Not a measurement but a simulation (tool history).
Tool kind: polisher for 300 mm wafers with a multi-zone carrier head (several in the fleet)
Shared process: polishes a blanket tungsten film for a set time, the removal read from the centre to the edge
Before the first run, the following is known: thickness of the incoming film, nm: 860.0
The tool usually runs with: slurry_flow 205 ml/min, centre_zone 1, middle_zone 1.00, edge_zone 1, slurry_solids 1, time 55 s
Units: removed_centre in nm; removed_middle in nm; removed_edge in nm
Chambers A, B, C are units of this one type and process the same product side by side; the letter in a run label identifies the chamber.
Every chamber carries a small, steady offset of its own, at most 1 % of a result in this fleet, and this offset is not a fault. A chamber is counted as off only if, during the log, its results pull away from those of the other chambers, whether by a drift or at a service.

| run | day | slurry_flow | centre_zone | middle_zone | edge_zone | slurry_solids | time | removed_centre | removed_middle | removed_edge |
|---|---|---|---|---|---|---|---|---|---|---|
| 1C | 0.279 | 205 | 1 | 1.00 | 1 | 1 | 55 | 342.49 | 353.03 | 342.42 |
| 2A | 0.708 | 205 | 1 | 1.00 | 1 | 1 | 55 | 339.02 | 343.32 | 346.78 |
| 3B | 1.325 | 205 | 1 | 1.00 | 1 | 1 | 55 | 335.14 | 339.37 | 338.09 |
| 4A | 1.617 | 205 | 1 | 1.00 | 1 | 1 | 55 | 349.34 | 342.19 | 348.39 |
| 5B | 1.950 | 205 | 1 | 1.00 | 1 | 1 | 55 | 336.32 | 340.72 | 339.82 |
|  | 2.388 | chamber B: worn pad replaced by a new one |
|  | 2.458 | chamber C: worn pad replaced by a new one |
| 6C | 2.479 | 150 | 1 | 1.00 | 1 | 1 | 55 | 318.26 | 334.64 | 329.55 |
| 7C | 2.892 | 150 | 1 | 1.00 | 1 | 1 | 55 | 322.23 | 332.78 | 329.31 |
| 8A | 3.179 | 150 | 1 | 1.00 | 1 | 1 | 55 | 325.49 | 314.78 | 330.39 |
| 9B | 3.504 | 205 | 1 | 1.00 | 1 | 1 | 55 | 340.59 | 335.14 | 339.83 |
|  | 3.808 | chamber B: edge zone pressure recalibrated |
| 10A | 4.075 | 205 | 1 | 1.00 | 1 | 1 | 55 | 347.09 | 340.53 | 342.82 |
| 11B | 4.675 | 205 | 1 | 1.00 | 1 | 1 | 55 | 337.86 | 340.08 | 341.34 |
|  | 4.717 | chamber C: slurry nozzle cleaned |
|  | 5.121 | chamber A: worn pad replaced by a new one |
| 12C | 5.242 | 205 | 1 | 1.00 | 1 | 1 | 55 | 341.80 | 345.46 | 345.80 |
|  | 5.646 | chamber A: centre zone pressure recalibrated |
| 13B | 5.846 | 205 | 1 | 1.00 | 1 | 1 | 55 | 340.10 | 338.38 | 336.02 |
| 14A | 6.442 | 205 | 1 | 1.00 | 1 | 1 | 55 | 296.73 | 340.56 | 340.46 |
| 15C | 6.862 | 205 | 1 | 1.00 | 1 | 1 | 55 | 332.20 | 348.62 | 333.30 |
|  | 7.333 | chamber C: worn pad replaced by a new one |
| 16B | 7.408 | 205 | 1 | 1.00 | 1 | 1 | 55 | 344.60 | 334.97 | 341.22 |
|  | 7.525 | chamber B: slurry nozzle cleaned |
| 17A | 7.954 | 205 | 1 | 1.00 | 1 | 1 | 55 | 302.08 | 343.59 | 344.49 |
|  | 8.117 | chamber B: worn pad replaced by a new one |
| 18C | 8.388 | 205 | 1 | 1.00 | 1 | 1 | 55 | 343.15 | 344.53 | 342.19 |
| 19B | 8.821 | 205 | 1 | 1.00 | 1 | 1 | 55 | 341.58 | 344.81 | 339.29 |
|  | 9.154 | chamber C: centre zone pressure recalibrated |
| 20A | 9.204 | 205 | 1 | 1.06 | 1 | 1 | 55 | 301.96 | 356.34 | 343.89 |
| 21C | 9.521 | 205 | 1 | 1.06 | 1 | 1 | 55 | 339.71 | 364.82 | 339.39 |
| 22C | 9.996 | 205 | 1 | 1.06 | 1 | 1 | 55 | 341.23 | 369.60 | 339.06 |
|  | 10.242 | chamber A: worn pad replaced by a new one |
| 23A | 10.300 | 205 | 1 | 1.00 | 1 | 1 | 55 | 301.50 | 340.60 | 339.53 |
| 24B | 10.896 | 205 | 1 | 1.00 | 1 | 1 | 55 | 342.19 | 339.49 | 341.48 |
| 25B | 11.442 | 205 | 1 | 1.00 | 1 | 1 | 55 | 341.42 | 332.02 | 338.87 |
| 26C | 11.762 | 205 | 1 | 1.00 | 1 | 1 | 55 | 340.95 | 353.74 | 339.98 |
| 27A | 12.350 | 205 | 1 | 1.00 | 1 | 1 | 55 | 297.73 | 336.62 | 342.64 |
|  | 12.508 | chamber C: worn pad replaced by a new one |
| 28B | 12.921 | 205 | 1 | 1.00 | 1 | 1 | 55 | 347.75 | 337.76 | 337.62 |
| 29C | 13.346 | 205 | 1 | 1.00 | 1 | 1 | 55 | 345.96 | 350.63 | 344.12 |
| 30A | 13.746 | 205 | 1 | 1.00 | 1 | 1 | 55 | 298.84 | 333.05 | 342.61 |
| 31A | 14.171 | 205 | 1 | 1.00 | 1 | 1 | 55 | 299.18 | 336.90 | 343.81 |
|  | 14.412 | chamber B: worn pad replaced by a new one |
| 32B | 14.588 | 205 | 1 | 1.00 | 1 | 1 | 55 | 343.10 | 339.90 | 345.77 |
| 33C | 15.179 | 205 | 1 | 1.00 | 1 | 1 | 55 | 343.55 | 342.99 | 343.57 |

Predict what each chamber gives when all 3 of them run the settings below next.
| 34A | 15.633 | 205 | 1 | 1.08 | 1 | 1 | 55 | ? | ? | ? |
| 34B | 15.633 | 205 | 1 | 1.08 | 1 | 1 | 55 | ? | ? | ? |
| 34C | 15.633 | 205 | 1 | 1.08 | 1 | 1 | 55 | ? | ? | ? |

| run | removed_centre | removed_middle | removed_edge |
|---|---|---|---|
| 34A | 297.60 | 363.05 | 341.46 |
| 34B | 341.97 | 368.10 | 340.11 |
| 34C | 349.82 | 374.87 | 338.99 |
